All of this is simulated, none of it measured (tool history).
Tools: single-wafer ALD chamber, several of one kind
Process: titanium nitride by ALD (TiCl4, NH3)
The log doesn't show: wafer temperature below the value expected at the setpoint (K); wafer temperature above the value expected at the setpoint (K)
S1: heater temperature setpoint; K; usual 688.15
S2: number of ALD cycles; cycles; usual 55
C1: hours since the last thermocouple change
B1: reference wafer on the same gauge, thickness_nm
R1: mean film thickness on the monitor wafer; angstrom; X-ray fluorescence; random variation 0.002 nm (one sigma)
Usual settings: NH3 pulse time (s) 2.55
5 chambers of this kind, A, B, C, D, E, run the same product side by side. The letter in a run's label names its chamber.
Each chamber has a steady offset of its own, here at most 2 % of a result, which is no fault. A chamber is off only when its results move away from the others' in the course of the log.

Run 1D, hour 4.1: usual settings; C1 1320.2; B1 1.0202. Result: R1 12.1810 angstrom.
Run 2B, hour 8.2: usual settings; C1 539.2; B1 1.0197. Result: R1 12.0960 angstrom.
Run 3E, hour 10.3: usual settings; C1 1795.7; B1 1.0190. Result: R1 12.1790 angstrom.
Run 4C, hour 12.9: usual settings; C1 1420.4; B1 1.0191. Result: R1 12.3150 angstrom.
Run 5A, hour 16.0: usual settings; C1 1691.9; B1 1.0192. Result: R1 12.1880 angstrom.
Run 6E, hour 18.0: usual settings; C1 1803.4; B1 1.0190. Result: R1 12.2130 angstrom.
Run 7B, hour 20.2: usual settings; C1 551.2; B1 1.0191. Result: R1 12.0930 angstrom.
Run 8C, hour 22.9: usual settings; C1 1430.4; B1 1.0190. Result: R1 12.2940 angstrom.
Run 9D, hour 25.4: usual settings; C1 1341.5; B1 1.0188. Result: R1 12.1810 angstrom.
Run 10A, hour 27.4: usual settings; C1 1703.3; B1 1.0185. Result: R1 12.2030 angstrom.
Run 11C, hour 31.0: usual settings; C1 1438.5; B1 1.0178. Result: R1 12.2800 angstrom.
Run 12D, hour 34.3: usual settings; C1 1350.4; B1 1.0182. Result: R1 12.1920 angstrom.
Run 13B, hour 38.3: usual settings; C1 569.3; B1 1.0178. Result: R1 12.0650 angstrom.
Run 14A, hour 40.3: usual settings; C1 1716.2; B1 1.0178. Result: R1 12.1880 angstrom.
Run 15E, hour 43.9: usual settings; C1 1829.3; B1 1.0177. Result: R1 12.1560 angstrom.
Run 16D, hour 46.1: usual settings; C1 1362.2; B1 1.0175. Result: R1 12.1790 angstrom.
Run 17C, hour 48.9: usual settings; C1 1456.4; B1 1.0174. Result: R1 12.2800 angstrom.
Run 18B, hour 53.2: usual settings; C1 584.2; B1 1.0176. Result: R1 12.0410 angstrom.
Run 19A, hour 55.7: usual settings; C1 1731.6; B1 1.0166. Result: R1 12.1890 angstrom.
Run 20E, hour 58.8: usual settings; C1 1844.2; B1 1.0171. Result: R1 12.1190 angstrom.
Run 21D, hour 63.1: usual settings; C1 1379.2; B1 1.0164. Result: R1 12.1670 angstrom.
Run 22B, hour 65.1: usual settings but S1 679.15 K, S2 44 cycles; C1 596.1; B1 1.0164. Result: R1 9.6353 angstrom.
Run 23A, hour 68.2: usual settings but S1 679.15 K, S2 44 cycles; C1 1744.1; B1 1.0160. Result: R1 9.7207 angstrom.
Run 24E, hour 71.2: usual settings but S1 679.15 K, S2 44 cycles; C1 1856.6; B1 1.0163. Result: R1 9.7033 angstrom.
Run 25C, hour 73.4: usual settings but S1 679.15 K, S2 44 cycles; C1 1480.9; B1 1.0160. Result: R1 9.7877 angstrom.
Run 26E, hour 75.5: usual settings but S1 679.15 K, S2 44 cycles; C1 1860.9; B1 1.0163. Result: R1 9.6872 angstrom.
Run 27B, hour 77.5: usual settings; C1 608.5; B1 1.0160. Result: R1 12.0740 angstrom.
Run 28C, hour 80.3: usual settings but S2 44 cycles, NH3 pulse time (s) 1.57; C1 1487.8; B1 1.0158. Result: R1 9.6446 angstrom.
Run 29D, hour 82.4: usual settings but S2 44 cycles, NH3 pulse time (s) 1.57; C1 1398.5; B1 1.0151. Result: R1 9.5580 angstrom.
Run 30A, hour 85.4: usual settings but S2 44 cycles, NH3 pulse time (s) 1.57; C1 1761.3; B1 1.0153. Result: R1 9.6096 angstrom.
Run 31A, hour 89.4: usual settings but S2 44 cycles, NH3 pulse time (s) 1.57; C1 1765.3; B1 1.0149. Result: R1 9.6021 angstrom.
Run 32C, hour 91.5: usual settings but S2 44 cycles, NH3 pulse time (s) 1.57; C1 1499.0; B1 1.0146. Result: R1 9.6359 angstrom.
Run 33D, hour 93.4: usual settings; C1 1409.5; B1 1.0154. Result: R1 12.1480 angstrom.
Run 34B, hour 96.0: usual settings; C1 627.0; B1 1.0149. Result: R1 12.0410 angstrom.
Run 35E, hour 99.9: usual settings; C1 1885.3; B1 1.0148. Result: R1 12.1530 angstrom.
Run 36A, hour 103.6: usual settings; C1 1779.5; B1 1.0145. Result: R1 12.1880 angstrom.
Run 37D, hour 106.6: usual settings; C1 1422.7; B1 1.0139. Result: R1 12.1370 angstrom.
Run 38C, hour 110.5: usual settings but S2 46 cycles, NH3 pulse time (s) 3.24; C1 1518.0; B1 1.0136. Result: R1 10.2800 angstrom.
Run 39E, hour 112.7: usual settings but S2 46 cycles, NH3 pulse time (s) 3.24; C1 1898.1; B1 1.0136. Result: R1 10.2060 angstrom.
Run 40B, hour 114.8: usual settings but S2 46 cycles, NH3 pulse time (s) 3.24; C1 645.8; B1 1.0137. Result: R1 10.1250 angstrom.
Run 41C, hour 117.8: usual settings but S2 46 cycles, NH3 pulse time (s) 3.24; C1 1525.3; B1 1.0129. Result: R1 10.2580 angstrom.
Run 42B, hour 120.5: usual settings but S2 46 cycles, NH3 pulse time (s) 3.24; C1 651.5; B1 1.0131. Result: R1 10.1050 angstrom.

All 5 chambers run these settings next. Forecast each chamber's results:
Run 43A, hour 123.6: usual settings. Result: R1 ?.
Run 43B, hour 123.6: usual settings. Result: R1 ?.
Run 43C, hour 123.6: usual settings. Result: R1 ?.
Run 43D, hour 123.6: usual settings. Result: R1 ?.
Run 43E, hour 123.6: usual settings. Result: R1 ?.

run       R1
43A  12.1560
43B  12.0020
43C  12.2320
43D  12.1170
43E  12.1470
